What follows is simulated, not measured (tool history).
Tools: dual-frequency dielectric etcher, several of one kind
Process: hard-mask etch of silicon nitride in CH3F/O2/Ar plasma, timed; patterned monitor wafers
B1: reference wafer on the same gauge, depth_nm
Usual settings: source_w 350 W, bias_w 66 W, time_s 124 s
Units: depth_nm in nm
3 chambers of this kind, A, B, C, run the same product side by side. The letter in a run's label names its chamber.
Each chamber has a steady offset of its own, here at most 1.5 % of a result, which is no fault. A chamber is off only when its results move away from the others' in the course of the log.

Run 1A, hour 6.6: usual settings; B1 84.982. Result: depth_nm 79.524 nm.
Run 2B, hour 15.9: usual settings; B1 84.942. Result: depth_nm 80.189 nm.
Run 3C, hour 24.9: usual settings; B1 84.991. Result: depth_nm 81.276 nm.
Run 4A, hour 30.3: usual settings; B1 84.999. Result: depth_nm 79.026 nm.
Run 5C, hour 34.3: usual settings but bias_w 78 W, time_s 113 s; B1 84.99. Result: depth_nm 78.179 nm.
Run 6B, hour 41.2: usual settings but bias_w 78 W, time_s 113 s; B1 85.007. Result: depth_nm 77.397 nm.
Run 7C, hour 50: usual settings but bias_w 78 W, time_s 113 s; B1 84.965. Result: depth_nm 78.139 nm.
Run 8B, hour 55.6: usual settings; B1 85.002. Result: depth_nm 79.99 nm.
Run 9A, hour 63: usual settings but bias_w 55 W; B1 85.012. Result: depth_nm 74.62 nm.
Run 10B, hour 69: usual settings but bias_w 55 W; B1 85.022. Result: depth_nm 75.466 nm.
Run 11A, hour 77.3: usual settings but bias_w 55 W; B1 84.99. Result: depth_nm 74.493 nm.
Run 12C, hour 86.3: usual settings; B1 85.063. Result: depth_nm 80.654 nm.
Run 13B, hour 91.3: usual settings but time_s 160 s; B1 85.006. Result: depth_nm 102.32 nm.
Run 14A, hour 96.2: usual settings but time_s 160 s; B1 85.054. Result: depth_nm 102.6 nm.
Run 15C, hour 103.3: usual settings but time_s 160 s; B1 85. Result: depth_nm 104 nm.
At hour 106.5: chamber A: wet clean of the chamber.
Run 16B, hour 108.4: usual settings; B1 84.989. Result: depth_nm 79.324 nm.
Run 17C, hour 117.5: usual settings; B1 84.954. Result: depth_nm 81.029 nm.
At hour 121.9: chamber C: wet clean of the chamber.
Run 18A, hour 124.6: usual settings; B1 85.037. Result: depth_nm 79.357 nm.
Run 19B, hour 131.4: usual settings; B1 84.993. Result: depth_nm 78.867 nm.
Run 20C, hour 138.8: usual settings but time_s 109.5 s; B1 85.053. Result: depth_nm 71.604 nm.
Run 21A, hour 147.8: usual settings but time_s 109.5 s; B1 84.965. Result: depth_nm 69.955 nm.
Run 22B, hour 156.1: usual settings but time_s 109.5 s; B1 84.99. Result: depth_nm 69.337 nm.
Run 23A, hour 164.2: usual settings; B1 85.02. Result: depth_nm 79.448 nm.
Run 24C, hour 173.3: usual settings; B1 85.035. Result: depth_nm 80.829 nm.
Run 25B, hour 180.1: usual settings; B1 84.996. Result: depth_nm 77.945 nm.
Run 26A, hour 184.7: usual settings; B1 85.023. Result: depth_nm 79.688 nm.
Run 27C, hour 192.8: usual settings; B1 85.036. Result: depth_nm 81.031 nm.
Run 28C, hour 200.9: usual settings; B1 84.963. Result: depth_nm 80.694 nm.

Next, every chamber runs the same settings. What will each give?
Run 29A, hour 207.5: usual settings but source_w 440 W. Result: depth_nm ?.
Run 29B, hour 207.5: usual settings but source_w 440 W. Result: depth_nm ?.
Run 29C, hour 207.5: usual settings but source_w 440 W. Result: depth_nm ?.

run  depth_nm
29A    86.563
29B    84.381
29C    88.485

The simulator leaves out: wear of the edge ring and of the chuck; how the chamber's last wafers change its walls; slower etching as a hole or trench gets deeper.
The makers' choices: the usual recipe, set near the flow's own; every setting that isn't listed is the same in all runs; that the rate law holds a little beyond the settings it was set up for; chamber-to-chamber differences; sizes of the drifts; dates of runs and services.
